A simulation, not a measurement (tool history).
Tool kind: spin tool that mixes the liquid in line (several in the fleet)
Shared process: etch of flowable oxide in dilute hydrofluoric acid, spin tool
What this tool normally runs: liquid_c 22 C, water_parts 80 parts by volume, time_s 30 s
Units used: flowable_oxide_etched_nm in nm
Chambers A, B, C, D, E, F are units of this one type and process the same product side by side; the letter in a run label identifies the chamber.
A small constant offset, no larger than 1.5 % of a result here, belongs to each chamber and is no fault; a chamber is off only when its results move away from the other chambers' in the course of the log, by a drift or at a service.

run,hour,liquid_c,water_parts,time_s,hours since the thermometer was replaced,hours since the hydrofluoric acid flow meter was replaced,"read-back film thickness of the flowable oxide reference wafer, read on the same gauge (nm)",flowable_oxide_etched_nm
1E,13.5,22,80,30,574.2,2446.5,110,12.064
2F,21.3,22,80,30,682,187,109.99,12.331
3C,29.3,22,80,30,1209,1197.8,110,12.328
4A,41.6,22,80,30,2497.9,670.9,109.99,12.465
5B,48.1,22,80,30,1101.9,584.4,109.98,12.457
6D,57.1,22,80,30,1924.7,859.6,110.01,12.253
7C,66.2,22,80,30,1245.9,1234.7,109.99,12.332
# hour 76.5: chamber F: thermometer replaced
8F,76.7,22,80,30,0.2,242.4,110,12.306
# hour 77.3: chamber A: thermometer replaced
9E,88.1,22,80,30,648.8,2521.1,110,12.216
# hour 88.9: chamber D: thermometer replaced
10D,98.1,22,80,30,9.3,900.6,109.99,12.117
# hour 110.3: chamber E: hydrofluoric acid flow meter replaced
11A,111.5,22,80,30,34.3,740.8,109.99,12.489
12B,120.2,22,80,30,1174,656.5,110,12.325
13D,132.8,22,80,30,44,935.3,110.01,12.311
14A,139.2,22,80,30,62,768.5,110,12.079
# hour 141.3: chamber B: hydrofluoric acid flow meter replaced
15C,151.5,22,80,30,1331.2,1320,110,12.292
16F,164.1,22,80,30,87.6,329.8,110,12.423
17B,170.7,22,80,30,1224.5,29.5,110.02,12.576
18E,182.8,22,80,30,743.5,72.5,109.98,11.989
19F,192.5,22,80,30,116,358.2,110,12.356
20B,202.5,22,80,30,1256.3,61.3,110,12.435
21D,216.2,22,80,30,127.4,1018.7,109.98,12.353
22C,227.7,22,80,30,1407.4,1396.2,109.99,12.307
23A,234.4,22,80,30,157.2,863.7,109.99,12.439
# hour 239.8: chamber F: hydrofluoric acid flow meter replaced
24E,246.3,22,80,30,807,136,109.99,12.071
25A,258.3,22,80,30,181.1,887.6,110,12.315
26C,268.6,22,80,30,1448.3,1437.1,110.01,12.606
27B,274.6,19.5,80,30,1328.4,133.4,110.01,11.084
28E,283.9,19.5,80,30,844.6,173.6,110,11.023
29F,294.3,19.5,80,30,217.8,54.5,109.99,11.137
30D,302.6,19.5,80,30,213.8,1105.1,110,11.02
31D,311.3,19.5,80,30,222.5,1113.8,109.98,10.96
32B,319,19.5,80,30,1372.8,177.8,109.99,11.166
33C,327.3,22,80,15,1507,1495.8,109.99,6.178
34E,335.2,22,80,15,895.9,224.9,110,6.1058
35F,342.1,22,80,15,265.6,102.3,110,6.0767
36A,350.2,22,80,15,273,979.5,110.01,6.0377
37A,358.5,22,80,15,281.3,987.8,110,6.1722
38C,365.7,22,80,15,1545.4,1534.2,110.01,6.1396
39D,377.4,22,80,30,288.6,1179.9,110,12.171

Next, all 6 chambers run the settings below, one line each with question marks for the results. What does each chamber give?
40A,387.3,22,50,30,,,,?
40B,387.3,22,50,30,,,,?
40C,387.3,22,50,30,,,,?
40D,387.3,22,50,30,,,,?
40E,387.3,22,50,30,,,,?
40F,387.3,22,50,30,,,,?

run,flowable_oxide_etched_nm
40A,20.247
40B,20.562
40C,20.613
40D,20.064
40E,20.051
40F,20.675
